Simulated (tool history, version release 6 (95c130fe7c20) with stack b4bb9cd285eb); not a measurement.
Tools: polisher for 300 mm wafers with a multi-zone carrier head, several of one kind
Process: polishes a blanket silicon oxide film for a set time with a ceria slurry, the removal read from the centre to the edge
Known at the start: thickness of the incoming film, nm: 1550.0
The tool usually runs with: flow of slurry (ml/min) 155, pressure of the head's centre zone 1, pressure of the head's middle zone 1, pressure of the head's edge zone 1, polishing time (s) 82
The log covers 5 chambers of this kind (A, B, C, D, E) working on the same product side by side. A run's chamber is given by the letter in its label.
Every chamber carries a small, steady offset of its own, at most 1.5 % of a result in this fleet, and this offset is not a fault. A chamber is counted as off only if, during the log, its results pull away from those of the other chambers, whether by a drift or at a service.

| run | hour | flow of slurry (ml/min) | pressure of the head's centre zone | pressure of the head's middle zone | pressure of the head's edge zone | polishing time (s) | wafers polished on this pad | hours since the slurry nozzle was cleaned | hours since the centre zone pressure was calibrated | hours since the edge zone pressure was calibrated | film removed at the wafer's centre (angstrom) | film removed at mid-radius (angstrom) | film removed at the wafer's edge (angstrom) |
|---|---|---|---|---|---|---|---|---|---|---|---|---|---|
| 1E | 5.6 | 155 | 1 | 1 | 1 | 82 | 886 | 259.3 | 142.2 | 91.2 | 4801.1 | 4843.7 | 4798.8 |
| 2D | 8.8 | 155 | 1 | 1 | 1 | 82 | 555 | 112.5 | 700.8 | 1057 | 4906 | 4828.6 | 4831.9 |
| 3A | 14.5 | 155 | 1 | 1 | 1 | 82 | 310 | 760.5 | 856.8 | 818.6 | 4863.9 | 4797.9 | 4960.9 |
| 4B | 19.4 | 155 | 1 | 1 | 1 | 82 | 946 | 73 | 1025.8 | 976 | 4749.9 | 4724.3 | 4901.1 |
|  | 22.3 | chamber D: worn pad replaced by a new one |
| 5C | 23.6 | 155 | 1 | 1 | 1 | 82 | 471 | 200.5 | 425.2 | 637.8 | 4822.9 | 4740.3 | 4839.5 |
| 6C | 27.2 | 155 | 1 | 1 | 1 | 82 | 523 | 204.1 | 428.8 | 641.4 | 4888.6 | 4759.4 | 4850.5 |
|  | 28.7 | chamber B: worn pad replaced by a new one |
|  | 29.4 | chamber A: slurry nozzle cleaned |
|  | 32.1 | chamber E: worn pad replaced by a new one |
| 7E | 32.6 | 155 | 1 | 1 | 1 | 82 | 7 | 286.3 | 169.2 | 118.2 | 4773.3 | 4893 | 4851.1 |
| 8B | 37.8 | 155 | 1 | 1 | 1 | 82 | 132 | 91.4 | 1044.2 | 994.4 | 4710.2 | 4915.7 | 4764.7 |
| 9A | 41 | 155 | 1 | 1 | 1 | 82 | 693 | 11.6 | 883.3 | 845.1 | 4847.6 | 4761.1 | 4774.2 |
| 10D | 47.1 | 155 | 1 | 1 | 1 | 82 | 358 | 150.8 | 739.1 | 1095.3 | 4797.1 | 4870.2 | 4830 |
| 11C | 53.4 | 155 | 1 | 1 | 1 | 82 | 901 | 230.3 | 455 | 667.6 | 4777.7 | 4807 | 4945.2 |
| 12B | 59 | 205 | 1 | 1 | 1.06 | 82 | 438 | 112.6 | 1065.4 | 1015.6 | 4999.2 | 5077.9 | 5228 |
| 13E | 65.1 | 205 | 1 | 1 | 1.06 | 82 | 476 | 318.8 | 201.7 | 150.7 | 5107.1 | 5052.6 | 5120.1 |
|  | 68.2 | chamber A: worn pad replaced by a new one |
| 14D | 71.5 | 205 | 1 | 1 | 1.06 | 82 | 710 | 175.2 | 763.5 | 1119.7 | 5119.2 | 5098.7 | 5177.2 |
| 15A | 74.5 | 205 | 1 | 1 | 1.06 | 82 | 92 | 45.1 | 916.8 | 878.6 | 5086 | 5064.2 | 5293.6 |
| 16D | 79.6 | 205 | 1 | 1 | 1.06 | 82 | 826 | 183.3 | 771.6 | 1127.8 | 5034.6 | 5176.3 | 5250 |
| 17A | 84.4 | 155 | 1 | 1 | 1 | 82 | 235 | 55 | 926.7 | 888.5 | 4849.7 | 4871.2 | 4893.2 |
|  | 87.3 | chamber D: worn pad replaced by a new one |
| 18B | 89.3 | 155 | 1 | 1 | 1 | 82 | 875 | 142.9 | 1095.7 | 1045.9 | 4759.5 | 4753.8 | 4731.1 |
|  | 91.8 | chamber C: worn pad replaced by a new one |
| 19C | 92.7 | 155 | 1.11 | 1.07 | 1 | 82 | 13 | 269.6 | 494.3 | 706.9 | 5459.4 | 5269.6 | 4807.1 |
| 20E | 97.3 | 155 | 1.11 | 1.07 | 1 | 82 | 940 | 351 | 233.9 | 182.9 | 5392.1 | 5251.5 | 4865.2 |
|  | 100.1 | chamber D: centre zone pressure recalibrated |
| 21D | 102.3 | 155 | 1.11 | 1.07 | 1 | 82 | 216 | 206 | 2.3 | 1150.5 | 5577.9 | 5283.7 | 4944.1 |
| 22B | 105.4 | 155 | 1.11 | 1.07 | 1 | 82 | 1107 | 159 | 1111.8 | 1062 | 5261.8 | 5037.9 | 4807.6 |
|  | 107.5 | chamber A: centre zone pressure recalibrated |
| 23C | 108.6 | 155 | 1.11 | 1.07 | 1 | 82 | 242 | 285.5 | 510.2 | 722.8 | 5419.2 | 5110.7 | 4847.4 |
|  | 112.9 | chamber A: edge zone pressure recalibrated |
| 24E | 113.5 | 155 | 1 | 1 | 1 | 82 | 1174 | 367.2 | 250.1 | 199.1 | 4774.9 | 4930.5 | 4761.3 |
|  | 113.6 | chamber B: worn pad replaced by a new one |
| 25A | 117.6 | 155 | 1 | 1 | 1 | 82 | 713 | 88.2 | 10.1 | 4.8 | 4379.4 | 4930.2 | 4750.7 |
| 26B | 122 | 155 | 1 | 1 | 1 | 82 | 122 | 175.6 | 1128.4 | 1078.6 | 4804.1 | 4886.2 | 4929.9 |
| 27D | 125.4 | 155 | 1 | 1 | 1 | 82 | 549 | 229.1 | 25.4 | 1173.6 | 4858 | 4844.3 | 4904.8 |
|  | 126.7 | chamber E: worn pad replaced by a new one |
| 28E | 130.4 | 155 | 1 | 1 | 1 | 82 | 54 | 384.1 | 267 | 216 | 4844.2 | 4927.4 | 4825.5 |
| 29A | 135.8 | 155 | 1 | 1 | 1 | 82 | 976 | 106.4 | 28.3 | 23 | 4321.4 | 4922 | 4856.7 |
|  | 136.4 | chamber D: slurry nozzle cleaned |
| 30C | 142.1 | 155 | 1 | 1 | 1 | 82 | 725 | 319 | 543.7 | 756.3 | 4786.6 | 4828.4 | 4898 |
|  | 144.6 | chamber A: worn pad replaced by a new one |
| 31A | 148.3 | 155 | 1 | 1 | 1 | 82 | 54 | 118.9 | 40.8 | 35.5 | 4284.7 | 4902.4 | 4783.2 |
|  | 148.5 | chamber D: worn pad replaced by a new one |
| 32E | 151.2 | 155 | 1 | 1 | 1 | 82 | 354 | 404.9 | 287.8 | 236.8 | 4797.2 | 4885.6 | 4798.5 |
| 33D | 155.7 | 155 | 1 | 1 | 1 | 82 | 104 | 19.4 | 55.7 | 1203.9 | 4880.2 | 4790 | 4772.6 |
| 34C | 161.2 | 155 | 1 | 1 | 1 | 82 | 1001 | 338.1 | 562.8 | 775.4 | 4829.6 | 4771 | 4748 |
|  | 161.8 | chamber B: centre zone pressure recalibrated |
| 35B | 166.9 | 155 | 1 | 1 | 1 | 82 | 769 | 220.5 | 5.2 | 1123.5 | 4773.2 | 4880.6 | 4800.9 |
| 36C | 172.5 | 155 | 1 | 1 | 1 | 82 | 1164 | 349.4 | 574.1 | 786.7 | 4766.1 | 4700.4 | 4817.7 |
| 37D | 178.5 | 155 | 1 | 1 | 1 | 82 | 433 | 42.2 | 78.5 | 1226.7 | 4896.1 | 5000.5 | 4979.5 |
| 38B | 182.7 | 155 | 1 | 1 | 1 | 82 | 997 | 236.3 | 21 | 1139.3 | 4732.3 | 4914.6 | 4799.1 |
| 39A | 185.9 | 155 | 0.96 | 1.09 | 1 | 82 | 596 | 156.5 | 78.4 | 73.1 | 4133 | 5164.2 | 4737.6 |
| 40E | 190.1 | 155 | 0.96 | 1.09 | 1 | 82 | 915 | 443.8 | 326.7 | 275.7 | 4604.4 | 5221.9 | 4761.4 |

All chambers now run identical settings, listed one chamber a line with results as question marks. What results will each chamber show?
| 41A | 194.7 | 155 | 1 | 0.92 | 1 | 82 |  |  |  |  | ? | ? | ? |
| 41B | 194.7 | 155 | 1 | 0.92 | 1 | 82 |  |  |  |  | ? | ? | ? |
| 41C | 194.7 | 155 | 1 | 0.92 | 1 | 82 |  |  |  |  | ? | ? | ? |
| 41D | 194.7 | 155 | 1 | 0.92 | 1 | 82 |  |  |  |  | ? | ? | ? |
| 41E | 194.7 | 155 | 1 | 0.92 | 1 | 82 |  |  |  |  | ? | ? | ? |

| run | film removed at the wafer's centre (angstrom) | film removed at mid-radius (angstrom) | film removed at the wafer's edge (angstrom) |
|---|---|---|---|
| 41A | 4338.3 | 4466.3 | 4944.5 |
| 41B | 4720.2 | 4468.1 | 4738.4 |
| 41C | 4852.9 | 4364.3 | 4818 |
| 41D | 4822.7 | 4551.9 | 4860.6 |
| 41E | 4701.7 | 4499.6 | 4768.2 |

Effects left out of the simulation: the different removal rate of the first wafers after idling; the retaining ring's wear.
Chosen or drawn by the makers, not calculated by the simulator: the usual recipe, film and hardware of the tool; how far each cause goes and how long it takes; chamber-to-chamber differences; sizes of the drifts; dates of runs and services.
